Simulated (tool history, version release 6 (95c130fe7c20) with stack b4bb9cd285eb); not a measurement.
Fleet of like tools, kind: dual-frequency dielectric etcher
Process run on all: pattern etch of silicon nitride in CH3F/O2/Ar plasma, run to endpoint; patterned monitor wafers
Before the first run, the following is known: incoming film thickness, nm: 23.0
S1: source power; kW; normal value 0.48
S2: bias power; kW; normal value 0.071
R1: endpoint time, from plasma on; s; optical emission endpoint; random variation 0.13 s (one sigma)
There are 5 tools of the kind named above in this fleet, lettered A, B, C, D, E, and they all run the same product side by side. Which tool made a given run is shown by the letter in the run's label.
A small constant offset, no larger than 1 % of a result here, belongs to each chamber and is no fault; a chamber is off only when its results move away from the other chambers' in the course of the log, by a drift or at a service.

| run | hour | S1 | S2 | R1 |
|---|---|---|---|---|
| 1A | 2.9 | 0.48 | 0.071 | 31.119 |
| 2C | 7 | 0.48 | 0.071 | 31.185 |
| 3B | 10.4 | 0.48 | 0.071 | 31.285 |
| 4D | 12.5 | 0.48 | 0.071 | 31.098 |
| 5E | 17.1 | 0.48 | 0.071 | 30.765 |
| 6A | 21.4 | 0.37 | 0.071 | 34.523 |
| 7B | 24.5 | 0.37 | 0.071 | 34.402 |
| 8E | 26.7 | 0.37 | 0.071 | 34.017 |
| 9D | 29.9 | 0.37 | 0.071 | 34.311 |
| 10C | 34.2 | 0.37 | 0.071 | 34.208 |
| 11A | 37.3 | 0.48 | 0.071 | 31.115 |
| 12E | 41.5 | 0.48 | 0.071 | 31.047 |
| 13D | 43.8 | 0.48 | 0.071 | 31.026 |
| 14B | 47.4 | 0.48 | 0.071 | 31.329 |
| 15C | 49.8 | 0.53 | 0.06 | 31.762 |
| 16D | 51.8 | 0.53 | 0.06 | 31.732 |
| 17C | 54.9 | 0.53 | 0.06 | 31.94 |
| 18E | 58.5 | 0.53 | 0.06 | 31.376 |
| 19A | 62.4 | 0.53 | 0.06 | 31.755 |
| 20B | 66.2 | 0.48 | 0.071 | 31.154 |
| 21A | 68.6 | 0.48 | 0.089 | 28.871 |
| 22C | 70.8 | 0.48 | 0.089 | 28.566 |
| 23B | 74.6 | 0.48 | 0.089 | 28.654 |
| 24D | 78 | 0.48 | 0.089 | 28.63 |
| 25E | 80.6 | 0.48 | 0.089 | 28.69 |
| 26D | 84.8 | 0.48 | 0.071 | 30.794 |
| 27A | 87.6 | 0.44 | 0.087 | 29.932 |
| 28C | 91.2 | 0.44 | 0.087 | 30.209 |
| 29B | 95.8 | 0.44 | 0.087 | 29.941 |
| 30E | 100.2 | 0.44 | 0.087 | 29.995 |
| 31D | 103 | 0.44 | 0.087 | 29.965 |
| 32C | 107.1 | 0.48 | 0.071 | 31.14 |
| 33A | 109.8 | 0.48 | 0.071 | 31.077 |
| 34E | 114.1 | 0.48 | 0.071 | 30.742 |
| 35B | 117.2 | 0.48 | 0.071 | 31.439 |
| 36D | 119.9 | 0.48 | 0.071 | 30.883 |
|  | 123.3 | chamber B: source power generator calibrated |
| 37E | 123.3 | 0.48 | 0.071 | 30.826 |
| 38B | 127.1 | 0.48 | 0.071 | 31.293 |
| 39A | 130.3 | 0.48 | 0.071 | 31.133 |
| 40C | 134.5 | 0.48 | 0.071 | 31.212 |
| 41E | 137.5 | 0.48 | 0.071 | 30.935 |

All chambers now run identical settings, listed one chamber a line with results as question marks. What results will each chamber show?
| 42A | 140.9 | 0.48 | 0.054 | ? |
| 42B | 140.9 | 0.48 | 0.054 | ? |
| 42C | 140.9 | 0.48 | 0.054 | ? |
| 42D | 140.9 | 0.48 | 0.054 | ? |
| 42E | 140.9 | 0.48 | 0.054 | ? |

| run | R1 |
|---|---|
| 42A | 34.089 |
| 42B | 34.482 |
| 42C | 34.137 |
| 42D | 33.951 |
| 42E | 33.562 |
